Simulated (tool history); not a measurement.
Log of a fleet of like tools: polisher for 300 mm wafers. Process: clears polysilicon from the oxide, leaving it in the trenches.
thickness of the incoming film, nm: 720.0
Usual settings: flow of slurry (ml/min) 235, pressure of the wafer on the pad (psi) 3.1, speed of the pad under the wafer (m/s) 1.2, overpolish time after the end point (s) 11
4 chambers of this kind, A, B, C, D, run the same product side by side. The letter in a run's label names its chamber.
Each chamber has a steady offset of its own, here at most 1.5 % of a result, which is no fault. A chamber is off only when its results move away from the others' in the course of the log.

run   hour  flow of slurry (ml/min)  pressure of the wafer on the pad (psi)  speed of the pad under the wafer (m/s)  overpolish time after the end point (s)  time until the end point was called (s)  dishing of a wide line in a test structure (Å)
       2.4  -- chamber B: worn pad replaced by a new one
       4.5  -- chamber A: slurry nozzle cleaned
 1A   10.4                      235                                     3.1                                     1.2                                       11                                   39.136                                          564.38
 2C   20.9                      235                                     3.1                                     1.2                                       11                                   40.535                                          551.80
 3B   27.5                      235                                     3.1                                     1.2                                       11                                   40.632                                          573.61
 4D   37.0                      235                                     3.1                                     1.2                                       11                                   40.141                                          572.61
      37.3  -- chamber B: slurry nozzle cleaned
      39.8  -- chamber A: worn pad replaced by a new one
 5C   46.2                      270                                     3.1                                     1.2                                        9                                   39.938                                          525.95
 6D   51.0                      270                                     3.1                                     1.2                                        9                                   39.485                                          512.01
      57.2  -- chamber D: worn pad replaced by a new one
 7B   58.6                      270                                     3.1                                     1.2                                        9                                   39.126                                          533.61
      61.4  -- chamber D: slurry nozzle cleaned
 8A   66.1                      270                                     3.1                                     1.2                                        9                                   39.773                                          511.08
 9D   74.4                      235                                     3.1                                     1.2                                       11                                   40.855                                          563.02
10A   84.1                      235                                     3.1                                     1.2                                       16                                   40.259                                          587.74
      88.5  -- chamber C: worn pad replaced by a new one
11C   89.8                      235                                     3.1                                     1.2                                       16                                   40.131                                          586.05
12B   98.5                      235                                     3.1                                     1.2                                       16                                   41.596                                          569.26
13D  105.7                      235                                     3.1                                     1.2                                       16                                   41.781                                          576.62
14C  116.2                      235                                     3.1                                     1.2                                       11                                   40.919                                          543.29
15B  124.0                      235                                     3.1                                     1.2                                       11                                   40.227                                          566.15
16A  129.1                      235                                     3.1                                     1.2                                       11                                   40.700                                          562.04
17B  134.1                      235                                     3.1                                     1.2                                       11                                   40.378                                          543.59
     138.6  -- chamber B: worn pad replaced by a new one
18C  142.2                      235                                     3.1                                     1.2                                       11                                   40.484                                          547.87
19D  152.4                      235                                     3.1                                     1.2                                       11                                   44.542                                          556.93
20A  158.9                      235                                     3.1                                     1.2                                       11                                   40.409                                          551.45
21A  164.3                      235                                     3.1                                     1.2                                       11                                   40.443                                          554.93
22D  173.3                      235                                     3.1                                     1.2                                       11                                   45.170                                          531.83
23B  182.4                      235                                     3.1                                     1.2                                       11                                   40.143                                          559.88
24C  190.6                      235                                     3.1                                     1.2                                       11                                   40.661                                          583.64

Next, every chamber runs the same settings. What will each give?
25A  198.5                      310                                     3.1                                     1.2                                       11                                        ?                                               ?
25B  198.5                      310                                     3.1                                     1.2                                       11                                        ?                                               ?
25C  198.5                      310                                     3.1                                     1.2                                       11                                        ?                                               ?
25D  198.5                      310                                     3.1                                     1.2                                       11                                        ?                                               ?

run  time until the end point was called (s)  dishing of a wide line in a test structure (Å)
25A                                   38.522                                          576.63
25B                                   39.614                                          559.31
25C                                   39.760                                          543.88
25D                                   45.303                                          532.39
